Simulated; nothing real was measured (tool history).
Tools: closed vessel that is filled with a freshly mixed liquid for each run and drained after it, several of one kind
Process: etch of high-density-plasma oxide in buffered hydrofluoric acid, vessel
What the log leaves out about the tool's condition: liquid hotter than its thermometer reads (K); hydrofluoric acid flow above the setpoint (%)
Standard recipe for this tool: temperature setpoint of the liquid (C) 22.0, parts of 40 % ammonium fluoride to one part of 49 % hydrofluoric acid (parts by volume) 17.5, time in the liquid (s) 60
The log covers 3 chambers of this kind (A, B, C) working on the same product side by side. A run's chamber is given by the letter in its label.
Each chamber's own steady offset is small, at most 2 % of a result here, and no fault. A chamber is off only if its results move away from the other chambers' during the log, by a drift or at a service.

run	hour	temperature setpoint of the liquid (C)	parts of 40 % ammonium fluoride to one part of 49 % hydrofluoric acid (parts by volume)	time in the liquid (s)	hours since the thermometer was replaced	hours since the hydrofluoric acid flow meter was replaced	read-back film thickness of the high-density-plasma oxide reference wafer, read on the same gauge (nm)	thickness taken off the high-density-plasma oxide on a monitor wafer (nm)
1A	11.7	22.0	17.5	60	901.5	997.9	30.014	38.858
2C	25.4	22.0	17.5	60	397.9	936.5	30.025	39.619
# hour 36.0: chamber A: thermometer replaced
3B	36.1	22.0	17.5	60	1139.8	52.5	30.017	38.731
4A	49.3	22.0	17.5	60	13.4	1035.5	30.034	38.305
5C	58.0	22.0	17.5	60	430.5	969.1	29.985	39.486
6B	66.6	22.0	17.5	60	1170.3	83.0	30.002	38.648
7B	77.3	22.0	17.5	60	1181.0	93.7	30.000	38.237
8C	88.3	22.0	17.5	60	460.8	999.4	30.015	39.927
9A	101.9	22.0	17.5	60	66.0	1088.1	29.977	38.655
10A	110.3	22.0	21.5	60	74.4	1096.5	29.979	32.361
11C	119.8	22.0	21.5	60	492.3	1030.9	29.988	33.473
# hour 121.1: chamber B: thermometer replaced
12B	127.3	22.0	21.5	60	6.3	143.7	29.994	31.909
13C	138.9	22.0	17.5	60	511.4	1050.0	30.001	40.460
14A	150.5	22.0	17.5	60	114.6	1136.7	30.014	38.864
15B	161.3	22.0	17.5	60	40.3	177.7	30.029	38.398
16C	173.9	22.0	17.5	60	546.4	1085.0	30.023	40.592
17B	184.4	22.0	17.5	60	63.4	200.8	29.998	38.208
18A	197.8	22.0	17.5	60	161.9	1184.0	29.993	38.892
19A	205.1	22.0	17.5	60	169.2	1191.3	30.004	38.545
20B	218.0	22.0	17.5	60	97.0	234.4	30.010	38.343
21C	224.4	17.0	14.0	60	596.9	1135.5	29.989	38.668
22C	237.1	17.0	14.0	60	609.6	1148.2	30.013	38.750
23B	243.7	17.0	14.0	60	122.7	260.1	30.003	36.395
24A	257.0	22.0	17.5	60	221.1	1243.2	30.008	38.646
25B	263.9	17.5	17.5	50	142.9	280.3	30.012	24.840
26A	275.0	17.5	17.5	50	239.1	1261.2	30.029	25.233
27C	283.5	17.5	17.5	50	656.0	1194.6	29.995	26.795
28C	295.0	22.0	17.5	60	667.5	1206.1	30.008	41.135
29B	307.3	22.0	17.5	60	186.3	323.7	29.970	38.326
30A	314.0	22.0	17.5	60	278.1	1300.2	30.007	39.090
31B	322.5	22.0	21.0	60	201.5	338.9	29.997	33.152
32C	329.8	22.0	21.0	60	702.3	1240.9	29.985	35.001
33A	343.3	22.0	21.0	60	307.4	1329.5	29.994	32.643
34B	353.1	22.0	17.5	60	232.1	369.5	30.001	38.279
35A	362.7	22.0	17.5	60	326.8	1348.9	30.012	39.103
36C	375.3	22.0	17.5	60	747.8	1286.4	29.999	41.819
37B	382.2	22.0	17.5	60	261.2	398.6	30.020	38.653
38C	390.4	22.0	17.5	60	762.9	1301.5	30.000	42.455
39A	396.4	18.5	17.5	30	360.5	1382.6	29.981	15.970
40B	408.4	18.5	17.5	30	287.4	424.8	29.973	15.810
41C	415.7	18.5	17.5	30	788.2	1326.8	29.985	17.501

Each of the 3 chambers runs these same settings next. Fill in every chamber's results:
42A	425.4	22.0	17.5	60				?
42B	425.4	22.0	17.5	60				?
42C	425.4	22.0	17.5	60				?

run	thickness taken off the high-density-plasma oxide on a monitor wafer (nm)
42A	39.071
42B	38.814
42C	42.892
